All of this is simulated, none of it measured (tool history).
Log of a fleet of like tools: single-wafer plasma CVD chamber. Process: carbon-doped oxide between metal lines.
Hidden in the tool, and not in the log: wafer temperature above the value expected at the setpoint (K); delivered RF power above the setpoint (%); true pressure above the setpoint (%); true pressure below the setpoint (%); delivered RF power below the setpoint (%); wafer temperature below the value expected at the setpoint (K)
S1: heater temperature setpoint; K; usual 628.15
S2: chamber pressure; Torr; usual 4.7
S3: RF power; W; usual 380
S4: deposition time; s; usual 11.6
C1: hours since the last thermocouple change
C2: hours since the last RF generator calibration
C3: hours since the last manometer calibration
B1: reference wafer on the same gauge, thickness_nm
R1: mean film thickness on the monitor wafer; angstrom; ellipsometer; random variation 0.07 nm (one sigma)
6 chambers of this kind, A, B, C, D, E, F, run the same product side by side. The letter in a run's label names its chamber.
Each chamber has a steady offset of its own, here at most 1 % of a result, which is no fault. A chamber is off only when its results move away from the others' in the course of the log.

Run 1B, day 0.179: usual settings; C1 1383; C2 835; C3 1104; B1 46.584. Result: R1 485.84 angstrom.
Run 2D, day 0.354: usual settings; C1 50.4; C2 68; C3 1898.8; B1 46.584. Result: R1 487.59 angstrom.
At day 0.479: chamber C: capacitance manometer re-zeroed and calibrated.
Run 3C, day 0.529: usual settings; C1 1421.7; C2 329.1; C3 1.2; B1 46.565. Result: R1 484.71 angstrom.
Run 4E, day 0.646: usual settings; C1 1274.6; C2 435.4; C3 1152.6; B1 46.571. Result: R1 486.45 angstrom.
Run 5F, day 0.746: usual settings; C1 544.7; C2 976.4; C3 789.8; B1 46.555. Result: R1 481.8 angstrom.
Run 6A, day 0.908: usual settings but S2 3.91 Torr; C1 720.3; C2 1247.7; C3 1723.7; B1 46.565. Result: R1 474.75 angstrom.
Run 7B, day 1.025: usual settings but S2 3.91 Torr; C1 1403.3; C2 855.3; C3 1124.3; B1 46.536. Result: R1 473.73 angstrom.
Run 8C, day 1.192: usual settings but S2 3.91 Torr; C1 1437.6; C2 345; C3 17.1; B1 46.529. Result: R1 472.13 angstrom.
Run 9F, day 1.346: usual settings but S2 3.91 Torr; C1 559.1; C2 990.8; C3 804.2; B1 46.549. Result: R1 468.64 angstrom.
At day 1.392: chamber B: thermocouple changed; heater temperature recalibrated.
Run 10D, day 1.45: usual settings but S2 3.91 Torr; C1 76.7; C2 94.3; C3 1925.1; B1 46.535. Result: R1 476.06 angstrom.
Run 11A, day 1.6: usual settings but S2 3.91 Torr; C1 736.9; C2 1264.3; C3 1740.3; B1 46.522. Result: R1 474.4 angstrom.
Run 12E, day 1.704: usual settings; C1 1300; C2 460.8; C3 1178; B1 46.527. Result: R1 485.34 angstrom.
Run 13E, day 1.838: usual settings; C1 1303.2; C2 464; C3 1181.2; B1 46.527. Result: R1 483.68 angstrom.
Run 14D, day 1.925: usual settings; C1 88.1; C2 105.7; C3 1936.5; B1 46.494. Result: R1 487.69 angstrom.
Run 15A, day 2.046: usual settings; C1 747.6; C2 1275; C3 1751; B1 46.506. Result: R1 485.5 angstrom.
Run 16C, day 2.225: usual settings; C1 1462.4; C2 369.8; C3 41.9; B1 46.491. Result: R1 484.12 angstrom.
Run 17B, day 2.404: usual settings; C1 24.4; C2 888.4; C3 1157.4; B1 46.479. Result: R1 483.63 angstrom.
Run 18F, day 2.533: usual settings; C1 587.6; C2 1019.3; C3 832.7; B1 46.48. Result: R1 481.77 angstrom.
Run 19D, day 2.646: usual settings but S4 12.7 s; C1 105.4; C2 123; C3 1953.8; B1 46.491. Result: R1 532.77 angstrom.
Run 20A, day 2.812: usual settings but S4 12.7 s; C1 766; C2 1293.4; C3 1769.4; B1 46.455. Result: R1 530.79 angstrom.
Run 21F, day 2.904: usual settings but S4 12.7 s; C1 596.5; C2 1028.2; C3 841.6; B1 46.463. Result: R1 525.38 angstrom.
Run 22C, day 3.025: usual settings but S4 12.7 s; C1 1481.6; C2 389; C3 61.1; B1 46.45. Result: R1 529.06 angstrom.
Run 23E, day 3.154: usual settings but S4 12.7 s; C1 1334.8; C2 495.6; C3 1212.8; B1 46.434. Result: R1 528.85 angstrom.
Run 24B, day 3.292: usual settings but S4 12.7 s; C1 45.7; C2 909.7; C3 1178.7; B1 46.429. Result: R1 529.56 angstrom.
Run 25E, day 3.371: usual settings; C1 1340; C2 500.8; C3 1218; B1 46.435. Result: R1 483.48 angstrom.
Run 26C, day 3.55: usual settings; C1 1494.2; C2 401.6; C3 73.7; B1 46.436. Result: R1 482.91 angstrom.
Run 27A, day 3.696: usual settings; C1 787.2; C2 1314.6; C3 1790.6; B1 46.416. Result: R1 485.44 angstrom.
Run 28D, day 3.85: usual settings; C1 134.3; C2 151.9; C3 1982.7; B1 46.428. Result: R1 486.62 angstrom.
Run 29F, day 4.021: usual settings but S3 355 W, S4 9.5 s; C1 623.3; C2 1055; C3 868.4; B1 46.421. Result: R1 373.82 angstrom.
Run 30B, day 4.121: usual settings but S3 355 W, S4 9.5 s; C1 65.6; C2 929.6; C3 1198.6; B1 46.417. Result: R1 376.78 angstrom.
Run 31B, day 4.242: usual settings but S3 355 W, S4 9.5 s; C1 68.5; C2 932.5; C3 1201.5; B1 46.41. Result: R1 375.31 angstrom.
Run 32D, day 4.404: usual settings but S3 355 W, S4 9.5 s; C1 147.6; C2 165.2; C3 1996; B1 46.387. Result: R1 377.87 angstrom.
Run 33F, day 4.5: usual settings but S3 355 W, S4 9.5 s; C1 634.8; C2 1066.5; C3 879.9; B1 46.393. Result: R1 373.88 angstrom.
Run 34E, day 4.671: usual settings but S3 355 W, S4 9.5 s; C1 1371.2; C2 532; C3 1249.2; B1 46.385. Result: R1 377.41 angstrom.
Run 35C, day 4.771: usual settings; C1 1523.5; C2 430.9; C3 103; B1 46.392. Result: R1 482.93 angstrom.
Run 36A, day 4.888: usual settings; C1 815.8; C2 1343.2; C3 1819.2; B1 46.354. Result: R1 484.34 angstrom.
Run 37E, day 5.029: usual settings; C1 1379.8; C2 540.6; C3 1257.8; B1 46.371. Result: R1 483.13 angstrom.
Run 38C, day 5.179: usual settings but S2 5.53 Torr; C1 1533.3; C2 440.7; C3 112.8; B1 46.353. Result: R1 494.8 angstrom.
Run 39F, day 5.267: usual settings but S2 5.53 Torr; C1 653.2; C2 1084.9; C3 898.3; B1 46.342. Result: R1 492.23 angstrom.
Run 40D, day 5.383: usual settings but S2 5.53 Torr; C1 171.1; C2 188.7; C3 2019.5; B1 46.355. Result: R1 496.07 angstrom.
Run 41B, day 5.492: usual settings but S2 5.53 Torr; C1 98.5; C2 962.5; C3 1231.5; B1 46.349. Result: R1 494.19 angstrom.
Run 42A, day 5.654: usual settings but S2 5.53 Torr; C1 834.2; C2 1361.6; C3 1837.6; B1 46.315. Result: R1 495.21 angstrom.
At day 5.738: chamber E: capacitance manometer re-zeroed and calibrated.
Run 43E, day 5.804: usual settings but S2 5.53 Torr; C1 1398.4; C2 559.2; C3 1.6; B1 46.322. Result: R1 494.62 angstrom.

Is one chamber off against the others, does the gauge drift, or is nothing wrong? If a chamber is off, say which, and what the likeliest cause is.

The gauge drifts, so all chambers seem to drift together. No chamber is off.
Cause: gauge reads low (%) = 0.588.

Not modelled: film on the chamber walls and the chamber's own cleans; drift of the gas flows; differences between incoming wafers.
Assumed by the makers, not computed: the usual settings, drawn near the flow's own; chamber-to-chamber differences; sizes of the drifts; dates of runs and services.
